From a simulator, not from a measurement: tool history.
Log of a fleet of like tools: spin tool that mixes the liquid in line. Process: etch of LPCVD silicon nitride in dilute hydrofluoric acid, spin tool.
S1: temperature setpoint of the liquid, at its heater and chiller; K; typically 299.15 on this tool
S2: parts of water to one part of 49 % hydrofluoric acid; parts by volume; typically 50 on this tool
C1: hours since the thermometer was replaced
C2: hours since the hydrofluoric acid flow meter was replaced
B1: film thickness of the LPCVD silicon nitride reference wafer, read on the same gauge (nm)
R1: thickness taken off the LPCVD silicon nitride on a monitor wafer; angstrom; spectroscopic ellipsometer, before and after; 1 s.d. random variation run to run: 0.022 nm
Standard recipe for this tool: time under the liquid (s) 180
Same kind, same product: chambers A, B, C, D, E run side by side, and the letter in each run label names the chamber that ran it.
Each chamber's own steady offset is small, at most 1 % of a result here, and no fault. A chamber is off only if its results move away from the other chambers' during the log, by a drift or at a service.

run 1C day=0.208 | S1=299.15 S2=50 time_under_the_liquid_(s)=180 | C1=291.2 C2=299.2 | B1=60.011 | R1=20.427
run 2B day=0.467 | S1=299.15 S2=50 time_under_the_liquid_(s)=180 | C1=155.1 C2=1409.3 | B1=59.976 | R1=19.714
run 3E day=0.746 | S1=299.15 S2=50 time_under_the_liquid_(s)=180 | C1=1339.9 C2=327.6 | B1=60.014 | R1=20.57
run 4A day=1.171 | S1=299.15 S2=50 time_under_the_liquid_(s)=180 | C1=889.5 C2=130.5 | B1=60.016 | R1=20.021
run 5D day=1.538 | S1=299.15 S2=50 time_under_the_liquid_(s)=180 | C1=1153.9 C2=698.8 | B1=60.007 | R1=20.422
run 6D day=1.896 | S1=299.15 S2=50 time_under_the_liquid_(s)=180 | C1=1162.5 C2=707.4 | B1=59.988 | R1=21.04
run 7C day=2.15 | S1=299.15 S2=50 time_under_the_liquid_(s)=180 | C1=337.8 C2=345.8 | B1=59.995 | R1=20.419
run 8A day=2.612 | S1=299.15 S2=50 time_under_the_liquid_(s)=180 | C1=924.1 C2=165.1 | B1=60.006 | R1=20.372
run 9B day=2.979 | S1=299.15 S2=50 time_under_the_liquid_(s)=180 | C1=215.4 C2=1469.6 | B1=60.024 | R1=20.361
run 10E day=3.354 | S1=299.15 S2=50 time_under_the_liquid_(s)=180 | C1=1402.5 C2=390.2 | B1=60.007 | R1=20.722
run 11C day=3.712 | S1=299.15 S2=50 time_under_the_liquid_(s)=180 | C1=375.3 C2=383.3 | B1=59.988 | R1=20.598
run 12E day=3.938 | S1=299.15 S2=40 time_under_the_liquid_(s)=180 | C1=1416.5 C2=404.2 | B1=60.003 | R1=26.253
-- day=4.088 chamber C: hydrofluoric acid flow meter replaced
run 13A day=4.383 | S1=299.15 S2=40 time_under_the_liquid_(s)=180 | C1=966.6 C2=207.6 | B1=59.975 | R1=25.059
run 14D day=4.638 | S1=299.15 S2=40 time_under_the_liquid_(s)=180 | C1=1228.3 C2=773.2 | B1=59.996 | R1=26.318
run 15B day=5.017 | S1=299.15 S2=40 time_under_the_liquid_(s)=180 | C1=264.3 C2=1518.5 | B1=59.991 | R1=25.304
run 16E day=5.483 | S1=299.15 S2=40 time_under_the_liquid_(s)=180 | C1=1453.6 C2=441.3 | B1=60.031 | R1=26.153
run 17B day=5.754 | S1=299.15 S2=50 time_under_the_liquid_(s)=180 | C1=282 C2=1536.2 | B1=59.999 | R1=20.409
run 18A day=5.979 | S1=299.15 S2=40 time_under_the_liquid_(s)=220 | C1=1004.9 C2=245.9 | B1=60.01 | R1=30.171
run 19C day=6.338 | S1=299.15 S2=40 time_under_the_liquid_(s)=220 | C1=438.3 C2=54 | B1=60 | R1=30.954
run 20D day=6.679 | S1=299.15 S2=40 time_under_the_liquid_(s)=220 | C1=1277.3 C2=822.2 | B1=59.988 | R1=31.963
run 21D day=7.008 | S1=299.15 S2=40 time_under_the_liquid_(s)=220 | C1=1285.2 C2=830.1 | B1=59.99 | R1=31.665
run 22A day=7.308 | S1=299.15 S2=40 time_under_the_liquid_(s)=220 | C1=1036.8 C2=277.8 | B1=59.983 | R1=30.761
-- day=7.458 chamber D: hydrofluoric acid flow meter replaced
run 23B day=7.55 | S1=299.15 S2=50 time_under_the_liquid_(s)=180 | C1=325.1 C2=1579.3 | B1=59.994 | R1=20.096
run 24E day=7.921 | S1=299.15 S2=50 time_under_the_liquid_(s)=180 | C1=1512.1 C2=499.8 | B1=60.016 | R1=21.533
run 25C day=8.383 | S1=299.15 S2=55 time_under_the_liquid_(s)=180 | C1=487.4 C2=103.1 | B1=60.013 | R1=18.778
run 26E day=8.854 | S1=299.15 S2=55 time_under_the_liquid_(s)=180 | C1=1534.5 C2=522.2 | B1=60.002 | R1=19.929
run 27D day=9.283 | S1=299.15 S2=55 time_under_the_liquid_(s)=180 | C1=1339.8 C2=43.8 | B1=60.022 | R1=18.621
run 28C day=9.662 | S1=299.15 S2=55 time_under_the_liquid_(s)=180 | C1=518.1 C2=133.8 | B1=60.036 | R1=18.927
run 29B day=9.938 | S1=299.15 S2=55 time_under_the_liquid_(s)=180 | C1=382.4 C2=1636.6 | B1=59.989 | R1=18.11
run 30A day=10.142 | S1=299.15 S2=50 time_under_the_liquid_(s)=180 | C1=1104.8 C2=345.8 | B1=60.019 | R1=20.011
run 31E day=10.446 | S1=299.15 S2=50 time_under_the_liquid_(s)=180 | C1=1572.7 C2=560.4 | B1=60.01 | R1=21.98
run 32C day=10.896 | S1=299.15 S2=65 time_under_the_liquid_(s)=230 | C1=547.7 C2=163.4 | B1=59.999 | R1=20.216
run 33B day=11.279 | S1=299.15 S2=65 time_under_the_liquid_(s)=230 | C1=414.6 C2=1668.8 | B1=60.02 | R1=19.542
run 34A day=11.638 | S1=299.15 S2=65 time_under_the_liquid_(s)=230 | C1=1140.7 C2=381.7 | B1=60.003 | R1=20.042
run 35D day=12.096 | S1=299.15 S2=65 time_under_the_liquid_(s)=230 | C1=1407.3 C2=111.3 | B1=60 | R1=20.488
run 36D day=12.371 | S1=299.15 S2=65 time_under_the_liquid_(s)=230 | C1=1413.9 C2=117.9 | B1=60.014 | R1=20.752
run 37B day=12.642 | S1=294.65 S2=50 time_under_the_liquid_(s)=180 | C1=447.3 C2=1701.5 | B1=60.008 | R1=14.817
run 38E day=12.938 | S1=294.65 S2=50 time_under_the_liquid_(s)=180 | C1=1632.5 C2=620.2 | B1=60.026 | R1=16.264
run 39C day=13.408 | S1=294.65 S2=50 time_under_the_liquid_(s)=180 | C1=608 C2=223.7 | B1=60.008 | R1=15.283
run 40A day=13.65 | S1=294.65 S2=50 time_under_the_liquid_(s)=180 | C1=1189 C2=430 | B1=59.985 | R1=15.088

Read the log: is a single chamber off, either drifting away or since a service, is the gauge that measures every chamber drifting, or is nothing wrong beyond small per-chamber offsets? Name any odd chamber and what most likely caused it.

It is chamber E that slowly wanders off from its peers.
What lies behind it: liquid hotter than its thermometer reads (K) = 1.21.
The log may not tell that from: hydrofluoric acid flow above the setpoint (%).

Chamber E could run next with any of the 4 candidate recipes listed below; each alters the usual settings, and their results appear as question marks. Which one brings its results back in line with what the other chambers deliver on the usual settings?
In line here means within this much of the mean the other chambers give on the usual settings: R1 0.75 angstrom
run 41E-1 day=13.988 | S1=299.65 S2=50 time_under_the_liquid_(s)=200 | R1=?
run 41E-2 day=13.988 | S1=299.15 S2=50 time_under_the_liquid_(s)=155 | R1=?
run 41E-3 day=13.988 | S1=299.15 S2=50 time_under_the_liquid_(s)=195 | R1=?
run 41E-4 day=13.988 | S1=299.15 S2=50 time_under_the_liquid_(s)=165 | R1=?

Mean of the other chambers on the usual settings: R1 20.393 angstrom
run=41E-1 R1=25.383
run=41E-2 R1=19.049
run=41E-3 R1=23.964
run=41E-4 R1=20.278
The answer is 41E-4, which returns the chamber to within the allowed miss of the others.
